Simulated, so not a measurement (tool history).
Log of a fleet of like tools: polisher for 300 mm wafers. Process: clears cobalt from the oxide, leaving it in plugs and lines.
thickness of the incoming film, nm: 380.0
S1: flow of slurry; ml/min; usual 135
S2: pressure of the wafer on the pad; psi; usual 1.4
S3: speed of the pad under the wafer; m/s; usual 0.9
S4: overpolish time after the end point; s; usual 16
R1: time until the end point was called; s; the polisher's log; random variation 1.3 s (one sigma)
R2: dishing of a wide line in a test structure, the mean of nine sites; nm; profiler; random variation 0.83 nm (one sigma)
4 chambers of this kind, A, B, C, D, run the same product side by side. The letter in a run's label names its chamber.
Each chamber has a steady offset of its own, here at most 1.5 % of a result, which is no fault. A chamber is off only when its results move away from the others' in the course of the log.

Run 1C, hour 4.0: usual settings. Result: R1 103.950 s, R2 36.099 nm.
Run 2D, hour 8.2: usual settings. Result: R1 103.080 s, R2 33.221 nm.
Run 3B, hour 13.2: usual settings. Result: R1 104.210 s, R2 35.708 nm.
Run 4A, hour 19.0: usual settings. Result: R1 103.500 s, R2 36.554 nm.
Run 5C, hour 24.8: usual settings. Result: R1 104.340 s, R2 34.875 nm.
Run 6B, hour 31.5: usual settings. Result: R1 105.380 s, R2 37.187 nm.
Run 7A, hour 37.0: usual settings. Result: R1 105.410 s, R2 35.077 nm.
Run 8D, hour 40.8: usual settings. Result: R1 103.010 s, R2 35.690 nm.
Run 9A, hour 47.3: usual settings. Result: R1 105.130 s, R2 35.855 nm.
Run 10C, hour 51.0: usual settings. Result: R1 105.810 s, R2 35.144 nm.
Run 11B, hour 55.4: usual settings. Result: R1 104.610 s, R2 34.838 nm.
Run 12D, hour 60.2: usual settings but S1 155 ml/min, S3 1.1 m/s. Result: R1 83.280 s, R2 40.463 nm.
Run 13C, hour 63.2: usual settings but S1 155 ml/min, S3 1.1 m/s. Result: R1 83.128 s, R2 38.917 nm.
Run 14D, hour 68.4: usual settings but S1 155 ml/min, S3 1.1 m/s. Result: R1 83.332 s, R2 41.802 nm.
Run 15A, hour 73.5: usual settings but S1 155 ml/min, S3 1.1 m/s. Result: R1 84.727 s, R2 41.382 nm.
At hour 74.7: chamber C: worn pad replaced by a new one.
Run 16B, hour 76.8: usual settings. Result: R1 103.940 s, R2 35.427 nm.
Run 17D, hour 80.3: usual settings. Result: R1 104.860 s, R2 35.481 nm.
Run 18A, hour 84.5: usual settings. Result: R1 103.090 s, R2 36.568 nm.
Run 19B, hour 87.9: usual settings. Result: R1 104.210 s, R2 35.789 nm.
Run 20C, hour 93.4: usual settings. Result: R1 104.080 s, R2 34.387 nm.
Run 21B, hour 99.6: usual settings. Result: R1 102.380 s, R2 35.169 nm.
Run 22C, hour 105.8: usual settings. Result: R1 104.900 s, R2 35.310 nm.
Run 23A, hour 111.9: usual settings. Result: R1 103.520 s, R2 36.247 nm.
Run 24D, hour 117.2: usual settings but S1 115 ml/min, S4 13 s. Result: R1 108.000 s, R2 30.598 nm.
Run 25C, hour 120.8: usual settings but S1 115 ml/min, S4 13 s. Result: R1 108.720 s, R2 29.001 nm.
Run 26A, hour 125.4: usual settings but S1 115 ml/min, S4 13 s. Result: R1 108.770 s, R2 31.996 nm.

Next, every chamber runs the same settings. What will each give?
Run 27A, hour 130.2: usual settings but S4 11 s. Result: R1 ?, R2 ?.
Run 27B, hour 130.2: usual settings but S4 11 s. Result: R1 ?, R2 ?.
Run 27C, hour 130.2: usual settings but S4 11 s. Result: R1 ?, R2 ?.
Run 27D, hour 130.2: usual settings but S4 11 s. Result: R1 ?, R2 ?.

run       R1      R2
27A  102.630  29.397
27B  105.110  28.614
27C  105.250  28.602
27D  105.170  28.485
